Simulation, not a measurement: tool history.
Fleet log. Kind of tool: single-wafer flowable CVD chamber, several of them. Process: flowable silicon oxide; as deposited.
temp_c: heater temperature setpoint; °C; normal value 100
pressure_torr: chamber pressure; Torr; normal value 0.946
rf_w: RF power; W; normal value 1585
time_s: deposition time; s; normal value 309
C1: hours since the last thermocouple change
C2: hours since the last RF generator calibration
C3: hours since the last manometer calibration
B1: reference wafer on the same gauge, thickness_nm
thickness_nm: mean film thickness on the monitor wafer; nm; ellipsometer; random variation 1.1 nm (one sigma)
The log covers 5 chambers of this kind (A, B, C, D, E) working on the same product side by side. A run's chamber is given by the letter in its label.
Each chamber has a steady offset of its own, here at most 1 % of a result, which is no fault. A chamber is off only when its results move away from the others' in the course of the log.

run 1D hour=6.5 | temp_c=100 pressure_torr=0.946 rf_w=1585 time_s=309 | C1=583.4 C2=1351.3 C3=361.4 | B1=258.88 | thickness_nm=220.66
run 2A hour=16.7 | temp_c=100 pressure_torr=0.946 rf_w=1585 time_s=309 | C1=722.3 C2=1680.9 C3=745.4 | B1=259.14 | thickness_nm=218.35
run 3E hour=26 | temp_c=100 pressure_torr=0.946 rf_w=1585 time_s=309 | C1=87.1 C2=1262.6 C3=237.4 | B1=259.42 | thickness_nm=218.46
run 4B hour=32.9 | temp_c=100 pressure_torr=0.946 rf_w=1585 time_s=309 | C1=755.2 C2=1383.8 C3=1013.8 | B1=259.32 | thickness_nm=221.55
-- hour=36.8 chamber E: RF generator calibrated
run 5C hour=42.8 | temp_c=100 pressure_torr=0.946 rf_w=1585 time_s=309 | C1=624.3 C2=213.9 C3=1138.4 | B1=259.17 | thickness_nm=218.15
-- hour=43.5 chamber A: RF generator calibrated
run 6A hour=49.5 | temp_c=100 pressure_torr=0.946 rf_w=1585 time_s=309 | C1=755.1 C2=6.1 C3=778.2 | B1=258.99 | thickness_nm=215.62
run 7B hour=57.4 | temp_c=100 pressure_torr=0.946 rf_w=1585 time_s=309 | C1=779.7 C2=1408.3 C3=1038.3 | B1=259.18 | thickness_nm=218.21
run 8C hour=67.2 | temp_c=100 pressure_torr=0.946 rf_w=1585 time_s=309 | C1=648.7 C2=238.3 C3=1162.8 | B1=259.29 | thickness_nm=218.05
run 9D hour=74.5 | temp_c=100 pressure_torr=0.946 rf_w=1585 time_s=309 | C1=651.4 C2=1419.3 C3=429.4 | B1=258.85 | thickness_nm=219.28
run 10E hour=83.6 | temp_c=100 pressure_torr=0.946 rf_w=1585 time_s=309 | C1=144.7 C2=46.8 C3=295 | B1=259.39 | thickness_nm=217.79
run 11A hour=94.6 | temp_c=100 pressure_torr=0.946 rf_w=1585 time_s=309 | C1=800.2 C2=51.2 C3=823.3 | B1=258.86 | thickness_nm=216.48
run 12C hour=101.5 | temp_c=100 pressure_torr=0.946 rf_w=1585 time_s=309 | C1=683 C2=272.6 C3=1197.1 | B1=258.95 | thickness_nm=218.68
run 13E hour=107.9 | temp_c=100 pressure_torr=0.946 rf_w=1585 time_s=309 | C1=169 C2=71.1 C3=319.3 | B1=259.03 | thickness_nm=218.93
run 14D hour=118.7 | temp_c=100 pressure_torr=0.791 rf_w=1375 time_s=309 | C1=695.6 C2=1463.5 C3=473.6 | B1=259.08 | thickness_nm=167.15
run 15B hour=125.6 | temp_c=100 pressure_torr=0.791 rf_w=1375 time_s=309 | C1=847.9 C2=1476.5 C3=1106.5 | B1=259.32 | thickness_nm=165.41
run 16C hour=134.4 | temp_c=100 pressure_torr=0.791 rf_w=1375 time_s=309 | C1=715.9 C2=305.5 C3=1230 | B1=259.09 | thickness_nm=166.46
run 17D hour=140.8 | temp_c=100 pressure_torr=0.791 rf_w=1375 time_s=309 | C1=717.7 C2=1485.6 C3=495.7 | B1=259.12 | thickness_nm=166.84
run 18E hour=146.3 | temp_c=100 pressure_torr=0.791 rf_w=1375 time_s=309 | C1=207.4 C2=109.5 C3=357.7 | B1=258.6 | thickness_nm=166.11
run 19B hour=153 | temp_c=100 pressure_torr=0.946 rf_w=1585 time_s=367 | C1=875.3 C2=1503.9 C3=1133.9 | B1=258.94 | thickness_nm=262.92
-- hour=160.8 chamber B: RF generator calibrated
run 20A hour=162.9 | temp_c=100 pressure_torr=0.946 rf_w=1585 time_s=367 | C1=868.5 C2=119.5 C3=891.6 | B1=259.39 | thickness_nm=261.06
run 21D hour=168.7 | temp_c=100 pressure_torr=0.946 rf_w=1585 time_s=367 | C1=745.6 C2=1513.5 C3=523.6 | B1=258.98 | thickness_nm=260.55
run 22B hour=178.3 | temp_c=100 pressure_torr=0.946 rf_w=1585 time_s=367 | C1=900.6 C2=17.5 C3=1159.2 | B1=259.14 | thickness_nm=261.28
run 23A hour=188.1 | temp_c=100 pressure_torr=0.946 rf_w=1585 time_s=367 | C1=893.7 C2=144.7 C3=916.8 | B1=258.87 | thickness_nm=258.38
run 24E hour=195.7 | temp_c=100 pressure_torr=0.946 rf_w=1585 time_s=309 | C1=256.8 C2=158.9 C3=407.1 | B1=259.01 | thickness_nm=218.62
run 25C hour=205.6 | temp_c=100 pressure_torr=0.946 rf_w=1585 time_s=309 | C1=787.1 C2=376.7 C3=1301.2 | B1=259.05 | thickness_nm=219.54
run 26B hour=210.6 | temp_c=100 pressure_torr=0.946 rf_w=1585 time_s=309 | C1=932.9 C2=49.8 C3=1191.5 | B1=258.63 | thickness_nm=220.02
run 27E hour=216.7 | temp_c=100 pressure_torr=1.099 rf_w=1585 time_s=333 | C1=277.8 C2=179.9 C3=428.1 | B1=259.01 | thickness_nm=282.26
run 28C hour=224.2 | temp_c=100 pressure_torr=1.099 rf_w=1585 time_s=333 | C1=805.7 C2=395.3 C3=1319.8 | B1=259 | thickness_nm=283.57
run 29A hour=235.1 | temp_c=100 pressure_torr=1.099 rf_w=1585 time_s=333 | C1=940.7 C2=191.7 C3=963.8 | B1=258.48 | thickness_nm=279.56
run 30D hour=243.8 | temp_c=100 pressure_torr=1.099 rf_w=1585 time_s=333 | C1=820.7 C2=1588.6 C3=598.7 | B1=259.04 | thickness_nm=281.02
run 31A hour=252.8 | temp_c=100 pressure_torr=1.099 rf_w=1585 time_s=333 | C1=958.4 C2=209.4 C3=981.5 | B1=258.87 | thickness_nm=281.72
run 32C hour=259.8 | temp_c=100 pressure_torr=0.946 rf_w=1585 time_s=338 | C1=841.3 C2=430.9 C3=1355.4 | B1=258.64 | thickness_nm=238.75

Each of the 5 chambers runs these same settings next. Fill in every chamber's results:
run 33A hour=267.9 | temp_c=100 pressure_torr=0.946 rf_w=1585 time_s=309 | thickness_nm=?
run 33B hour=267.9 | temp_c=100 pressure_torr=0.946 rf_w=1585 time_s=309 | thickness_nm=?
run 33C hour=267.9 | temp_c=100 pressure_torr=0.946 rf_w=1585 time_s=309 | thickness_nm=?
run 33D hour=267.9 | temp_c=100 pressure_torr=0.946 rf_w=1585 time_s=309 | thickness_nm=?
run 33E hour=267.9 | temp_c=100 pressure_torr=0.946 rf_w=1585 time_s=309 | thickness_nm=?

run=33A thickness_nm=219.9
run=33B thickness_nm=222.55
run=33C thickness_nm=219.09
run=33D thickness_nm=220.02
run=33E thickness_nm=219.3

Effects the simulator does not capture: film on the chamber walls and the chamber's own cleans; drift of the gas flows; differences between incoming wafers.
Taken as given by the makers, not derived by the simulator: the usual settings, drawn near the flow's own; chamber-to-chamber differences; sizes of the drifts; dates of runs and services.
